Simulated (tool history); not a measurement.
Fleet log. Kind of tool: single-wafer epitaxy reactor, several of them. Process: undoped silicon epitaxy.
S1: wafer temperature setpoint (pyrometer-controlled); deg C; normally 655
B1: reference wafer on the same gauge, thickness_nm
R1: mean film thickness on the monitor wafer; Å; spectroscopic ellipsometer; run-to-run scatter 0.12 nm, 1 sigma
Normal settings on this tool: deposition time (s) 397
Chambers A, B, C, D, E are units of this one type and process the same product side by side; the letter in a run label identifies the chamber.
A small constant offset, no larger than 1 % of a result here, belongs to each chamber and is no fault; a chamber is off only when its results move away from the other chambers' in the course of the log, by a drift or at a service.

{"run": "1C", "hour": 6.4, "S1": 655, "deposition time (s)": 397, "B1": 83.932, "R1": 750.23}
{"run": "2A", "hour": 11.7, "S1": 655, "deposition time (s)": 397, "B1": 83.951, "R1": 745.08}
{"run": "3E", "hour": 17.2, "S1": 655, "deposition time (s)": 397, "B1": 83.953, "R1": 744.96}
{"run": "4B", "hour": 22.6, "S1": 655, "deposition time (s)": 397, "B1": 84.011, "R1": 745.13}
{"run": "5D", "hour": 26.6, "S1": 655, "deposition time (s)": 397, "B1": 83.996, "R1": 749.54}
{"run": "6A", "hour": 33.6, "S1": 655, "deposition time (s)": 397, "B1": 83.97, "R1": 745.22}
{"run": "7E", "hour": 39.6, "S1": 655, "deposition time (s)": 397, "B1": 84.009, "R1": 744.97}
{"run": "8B", "hour": 45.8, "S1": 655, "deposition time (s)": 397, "B1": 84.021, "R1": 745.07}
{"run": "9D", "hour": 51.2, "S1": 655, "deposition time (s)": 397, "B1": 84.064, "R1": 745.9}
{"run": "10C", "hour": 58.1, "S1": 655, "deposition time (s)": 397, "B1": 84.07, "R1": 750.22}
{"run": "11E", "hour": 61.7, "S1": 655, "deposition time (s)": 397, "B1": 84.067, "R1": 746.48}
{"run": "12C", "hour": 69.3, "S1": 646, "deposition time (s)": 464, "B1": 84.089, "R1": 718.91}
{"run": "13D", "hour": 75.6, "S1": 646, "deposition time (s)": 464, "B1": 84.112, "R1": 719.13}
{"run": "14A", "hour": 80.5, "S1": 646, "deposition time (s)": 464, "B1": 84.128, "R1": 719.07}
{"run": "15B", "hour": 86.3, "S1": 646, "deposition time (s)": 464, "B1": 84.11, "R1": 714.88}
{"run": "16D", "hour": 92.2, "S1": 646, "deposition time (s)": 464, "B1": 84.136, "R1": 719.57}
{"run": "17C", "hour": 96.6, "S1": 655, "deposition time (s)": 397, "B1": 84.18, "R1": 749.53}
{"run": "18B", "hour": 104.1, "S1": 655, "deposition time (s)": 397, "B1": 84.176, "R1": 744.87}
{"run": "19E", "hour": 111.1, "S1": 655, "deposition time (s)": 397, "B1": 84.195, "R1": 747.5}
{"run": "20A", "hour": 115.9, "S1": 655, "deposition time (s)": 397, "B1": 84.207, "R1": 747.1}
{"run": "21B", "hour": 120.8, "S1": 664, "deposition time (s)": 397, "B1": 84.261, "R1": 903.57}
{"run": "22A", "hour": 127.7, "S1": 664, "deposition time (s)": 397, "B1": 84.278, "R1": 909.73}
{"run": "23C", "hour": 134.5, "S1": 664, "deposition time (s)": 397, "B1": 84.303, "R1": 911.45}
{"run": "24E", "hour": 138.0, "S1": 664, "deposition time (s)": 397, "B1": 84.308, "R1": 903.9}
{"run": "25D", "hour": 145.6, "S1": 664, "deposition time (s)": 397, "B1": 84.324, "R1": 906.22}
{"run": "26C", "hour": 152.5, "S1": 655, "deposition time (s)": 397, "B1": 84.306, "R1": 752.76}
{"run": "27E", "hour": 158.0, "S1": 655, "deposition time (s)": 397, "B1": 84.308, "R1": 747.16}
{"run": "28A", "hour": 162.8, "S1": 663, "deposition time (s)": 325, "B1": 84.326, "R1": 730.11}
{"run": "29D", "hour": 168.1, "S1": 663, "deposition time (s)": 325, "B1": 84.383, "R1": 726.5}
{"run": "30B", "hour": 174.0, "S1": 663, "deposition time (s)": 325, "B1": 84.37, "R1": 725.82}
{"run": "31C", "hour": 181.4, "S1": 663, "deposition time (s)": 325, "B1": 84.385, "R1": 732.79}
{"run": "32D", "hour": 184.8, "S1": 663, "deposition time (s)": 325, "B1": 84.397, "R1": 728.33}
{"run": "33A", "hour": 191.2, "S1": 655, "deposition time (s)": 397, "B1": 84.428, "R1": 753.19}

Is one chamber out of step, is the gauge drifting, or do the chambers differ by no more than their own small offsets? For an off chamber, give its letter and the likeliest cause.

The shared gauge is drifting. All chambers look as if they move in step, but none is off.
Cause: gauge reads high (%) = 0.652.
